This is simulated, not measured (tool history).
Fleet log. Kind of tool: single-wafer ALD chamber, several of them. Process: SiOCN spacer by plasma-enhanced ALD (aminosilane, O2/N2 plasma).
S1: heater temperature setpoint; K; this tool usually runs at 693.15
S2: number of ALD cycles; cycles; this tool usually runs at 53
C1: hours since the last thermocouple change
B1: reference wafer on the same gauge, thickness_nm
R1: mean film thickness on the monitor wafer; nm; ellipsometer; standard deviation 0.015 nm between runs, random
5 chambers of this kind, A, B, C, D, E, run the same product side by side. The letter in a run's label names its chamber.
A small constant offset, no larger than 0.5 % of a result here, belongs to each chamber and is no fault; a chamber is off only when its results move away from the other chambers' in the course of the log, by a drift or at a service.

| run | hour | S1 | S2 | C1 | B1 | R1 |
|---|---|---|---|---|---|---|
| 1A | 9.2 | 693.15 | 53 | 645.3 | 2.6197 | 3.0056 |
| 2C | 15.0 | 693.15 | 53 | 408.3 | 2.6209 | 2.9774 |
| 3B | 20.0 | 693.15 | 53 | 412.4 | 2.6197 | 2.9907 |
| 4D | 24.7 | 693.15 | 53 | 180.2 | 2.6194 | 2.9969 |
| 5E | 31.2 | 693.15 | 53 | 81.8 | 2.6176 | 3.0458 |
| 6D | 38.3 | 693.15 | 53 | 193.8 | 2.6188 | 2.9941 |
| 7B | 47.6 | 693.15 | 53 | 440.0 | 2.6218 | 2.9923 |
| 8E | 57.4 | 693.15 | 53 | 108.0 | 2.6201 | 3.0020 |
| 9A | 65.2 | 693.15 | 53 | 701.3 | 2.6233 | 3.0084 |
| 10C | 70.6 | 682.15 | 57 | 463.9 | 2.6184 | 3.3163 |
| 11C | 75.0 | 682.15 | 57 | 468.3 | 2.6247 | 3.3296 |
| 12E | 81.4 | 682.15 | 57 | 132.0 | 2.6216 | 3.3653 |
| 13A | 88.4 | 682.15 | 57 | 724.5 | 2.6215 | 3.3231 |
| 14D | 93.0 | 682.15 | 57 | 248.5 | 2.6200 | 3.3450 |
| 15B | 97.4 | 693.15 | 53 | 489.8 | 2.6206 | 2.9945 |
| 16E | 104.8 | 693.15 | 53 | 155.4 | 2.6184 | 2.9891 |
| 17B | 110.2 | 693.15 | 53 | 502.6 | 2.6222 | 2.9813 |
| 18D | 118.1 | 681.15 | 53 | 273.6 | 2.6229 | 3.0975 |
| 19A | 123.3 | 681.15 | 53 | 759.4 | 2.6203 | 3.1266 |
| 20C | 130.6 | 681.15 | 53 | 523.9 | 2.6163 | 3.1112 |
| 21D | 138.6 | 681.15 | 53 | 294.1 | 2.6228 | 3.1421 |
| 22B | 144.3 | 681.15 | 53 | 536.7 | 2.6179 | 3.1303 |
| 23E | 154.1 | 693.15 | 53 | 204.7 | 2.6205 | 2.9894 |
| 24A | 161.4 | 693.15 | 53 | 797.5 | 2.6225 | 2.9836 |
| 25C | 168.1 | 693.15 | 53 | 561.4 | 2.6198 | 3.0033 |
| 26A | 176.6 | 693.15 | 53 | 812.7 | 2.6178 | 3.0178 |
| 27E | 181.8 | 693.15 | 53 | 232.4 | 2.6199 | 3.0076 |
| 28C | 190.2 | 693.15 | 53 | 583.5 | 2.6195 | 3.0172 |
| 29B | 197.6 | 693.15 | 53 | 590.0 | 2.6183 | 2.9727 |
| 30D | 203.4 | 693.15 | 53 | 358.9 | 2.6172 | 3.0118 |
| 31D | 212.0 | 693.15 | 53 | 367.5 | 2.6171 | 3.0102 |
| 32E | 219.9 | 693.15 | 53 | 270.5 | 2.6205 | 3.0069 |
| 33A | 229.4 | 693.15 | 53 | 865.5 | 2.6223 | 3.0052 |

Has any chamber moved away from the others, gradually or after a service, or does the common gauge drift, or do the chambers differ only by their own small steady offsets? State the chamber and the most likely cause if one applies.

No chamber is off and the gauge is stable; the differences are just each chamber's small, constant offset.

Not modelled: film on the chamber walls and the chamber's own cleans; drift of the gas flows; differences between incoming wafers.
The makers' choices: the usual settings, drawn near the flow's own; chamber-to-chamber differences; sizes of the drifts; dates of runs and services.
